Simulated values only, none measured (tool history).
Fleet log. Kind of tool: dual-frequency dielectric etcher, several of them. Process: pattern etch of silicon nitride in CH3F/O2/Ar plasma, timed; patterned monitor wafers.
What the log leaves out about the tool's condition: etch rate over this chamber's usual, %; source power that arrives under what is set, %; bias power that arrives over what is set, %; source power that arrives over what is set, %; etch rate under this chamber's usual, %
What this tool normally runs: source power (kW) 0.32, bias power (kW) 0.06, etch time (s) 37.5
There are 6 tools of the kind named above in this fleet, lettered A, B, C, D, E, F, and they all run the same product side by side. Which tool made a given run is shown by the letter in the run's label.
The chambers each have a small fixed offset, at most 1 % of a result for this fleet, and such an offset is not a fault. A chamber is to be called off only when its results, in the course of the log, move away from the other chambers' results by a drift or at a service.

| run | day | source power (kW) | bias power (kW) | etch time (s) | hours since the last wet clean | hours since the last source power generator calibration | hours since the last bias power generator calibration | read-back reference wafer on the same gauge, depth_nm | mean etch depth across the wafer (nm) |
|---|---|---|---|---|---|---|---|---|---|
| 1A | 0.171 | 0.32 | 0.06 | 37.5 | 378.7 | 1412.5 | 2537 | 22.915 | 22.71 |
| 2D | 0.35 | 0.32 | 0.06 | 37.5 | 145.1 | 699.5 | 862.8 | 22.959 | 22.748 |
| 3F | 0.504 | 0.32 | 0.06 | 37.5 | 204.3 | 838.4 | 155.9 | 22.906 | 22.611 |
| 4E | 0.621 | 0.32 | 0.06 | 37.5 | 262.9 | 1179.3 | 2779.9 | 22.903 | 22.38 |
| 5B | 0.838 | 0.26 | 0.052 | 37.5 | 389.3 | 2102.5 | 624.9 | 22.905 | 20.088 |
| 6C | 0.946 | 0.26 | 0.052 | 37.5 | 253.7 | 1499.3 | 1754.9 | 22.894 | 20.071 |
| 7B | 1.108 | 0.26 | 0.052 | 37.5 | 395.8 | 2109 | 631.4 | 22.892 | 19.94 |
| 8A | 1.242 | 0.26 | 0.052 | 37.5 | 404.4 | 1438.2 | 2562.7 | 22.921 | 19.946 |
| 9C | 1.342 | 0.26 | 0.052 | 37.5 | 263.2 | 1508.8 | 1764.4 | 22.88 | 19.91 |
| 10F | 1.496 | 0.26 | 0.052 | 37.5 | 228.1 | 862.2 | 179.7 | 22.911 | 19.898 |
| 11E | 1.633 | 0.32 | 0.06 | 37.5 | 287.2 | 1203.6 | 2804.2 | 22.919 | 22.296 |
| 12D | 1.796 | 0.32 | 0.06 | 31.5 | 179.8 | 734.2 | 897.5 | 22.917 | 19.141 |
| 13A | 1.904 | 0.32 | 0.06 | 31.5 | 420.3 | 1454.1 | 2578.6 | 22.884 | 19.03 |
| 14D | 2.117 | 0.32 | 0.06 | 31.5 | 187.5 | 741.9 | 905.2 | 22.855 | 19.172 |
| 15C | 2.238 | 0.32 | 0.06 | 31.5 | 284.7 | 1530.3 | 1785.9 | 22.908 | 18.975 |
| 16B | 2.354 | 0.32 | 0.06 | 31.5 | 425.7 | 2138.9 | 661.3 | 22.947 | 19.056 |
| 17E | 2.508 | 0.32 | 0.06 | 31.5 | 308.2 | 1224.6 | 2825.2 | 22.875 | 18.806 |
| 18F | 2.667 | 0.32 | 0.06 | 37.5 | 256.2 | 890.3 | 207.8 | 22.91 | 22.532 |
| 19F | 2.842 | 0.32 | 0.06 | 37.5 | 260.4 | 894.5 | 212 | 22.886 | 22.698 |
| 20E | 2.962 | 0.32 | 0.06 | 33 | 319.1 | 1235.5 | 2836.1 | 22.91 | 19.704 |
|  | 3.083 | chamber E: bias power generator calibrated |
| 21D | 3.15 | 0.32 | 0.06 | 33 | 212.3 | 766.7 | 930 | 22.92 | 19.835 |
|  | 3.171 | chamber B: wet clean of the chamber |
| 22B | 3.375 | 0.32 | 0.06 | 33 | 5 | 2163.4 | 685.8 | 22.889 | 19.911 |
| 23C | 3.588 | 0.32 | 0.06 | 33 | 317.1 | 1562.7 | 1818.3 | 22.904 | 19.9 |
| 24A | 3.808 | 0.32 | 0.06 | 33 | 466 | 1499.8 | 2624.3 | 22.895 | 20.142 |
|  | 3.846 | chamber E: wet clean of the chamber |
| 25A | 4.025 | 0.32 | 0.06 | 33 | 471.2 | 1505 | 2629.5 | 22.909 | 20.145 |
| 26E | 4.208 | 0.32 | 0.06 | 37.5 | 8.7 | 1265.4 | 27 | 22.906 | 22.384 |
| 27D | 4.317 | 0.32 | 0.06 | 37.5 | 240.3 | 794.7 | 958 | 22.891 | 22.78 |
|  | 4.504 | chamber A: wet clean of the chamber |
| 28B | 4.529 | 0.32 | 0.06 | 37.5 | 32.7 | 2191.1 | 713.5 | 22.871 | 22.852 |
| 29C | 4.629 | 0.32 | 0.06 | 37.5 | 342.1 | 1587.7 | 1843.3 | 22.922 | 22.604 |
| 30F | 4.729 | 0.32 | 0.06 | 37.5 | 305.7 | 939.8 | 257.3 | 22.93 | 22.553 |
| 31F | 4.942 | 0.32 | 0.06 | 37.5 | 310.8 | 944.9 | 262.4 | 22.9 | 22.73 |
| 32B | 5.062 | 0.32 | 0.06 | 37.5 | 45.5 | 2203.9 | 726.3 | 22.877 | 22.735 |
| 33C | 5.25 | 0.26 | 0.051 | 37.5 | 357 | 1602.6 | 1858.2 | 22.94 | 20.078 |
| 34E | 5.362 | 0.26 | 0.051 | 37.5 | 36.4 | 1293.1 | 54.7 | 22.863 | 19.623 |
| 35A | 5.588 | 0.26 | 0.051 | 37.5 | 26 | 1542.5 | 2667 | 22.884 | 20.024 |
| 36D | 5.783 | 0.26 | 0.051 | 37.5 | 275.5 | 829.9 | 993.2 | 22.935 | 19.792 |
| 37D | 5.988 | 0.26 | 0.051 | 37.5 | 280.4 | 834.8 | 998.1 | 22.917 | 19.989 |
| 38A | 6.092 | 0.26 | 0.051 | 37.5 | 38.1 | 1554.6 | 2679.1 | 22.905 | 19.887 |
| 39B | 6.304 | 0.32 | 0.067 | 37.5 | 75.3 | 2233.7 | 756.1 | 22.892 | 23.328 |
| 40C | 6.408 | 0.32 | 0.067 | 37.5 | 384.8 | 1630.4 | 1886 | 22.905 | 23.647 |
| 41F | 6.588 | 0.32 | 0.067 | 37.5 | 350.3 | 984.4 | 301.9 | 22.876 | 23.416 |
| 42E | 6.783 | 0.32 | 0.067 | 37.5 | 70.5 | 1327.2 | 88.8 | 22.886 | 23.572 |

Has any chamber moved away from the others, gradually or after a service, or does the common gauge drift, or do the chambers differ only by their own small steady offsets? State the chamber and the most likely cause if one applies.

No chamber is off and the gauge is stable; the differences are just each chamber's small, constant offset.
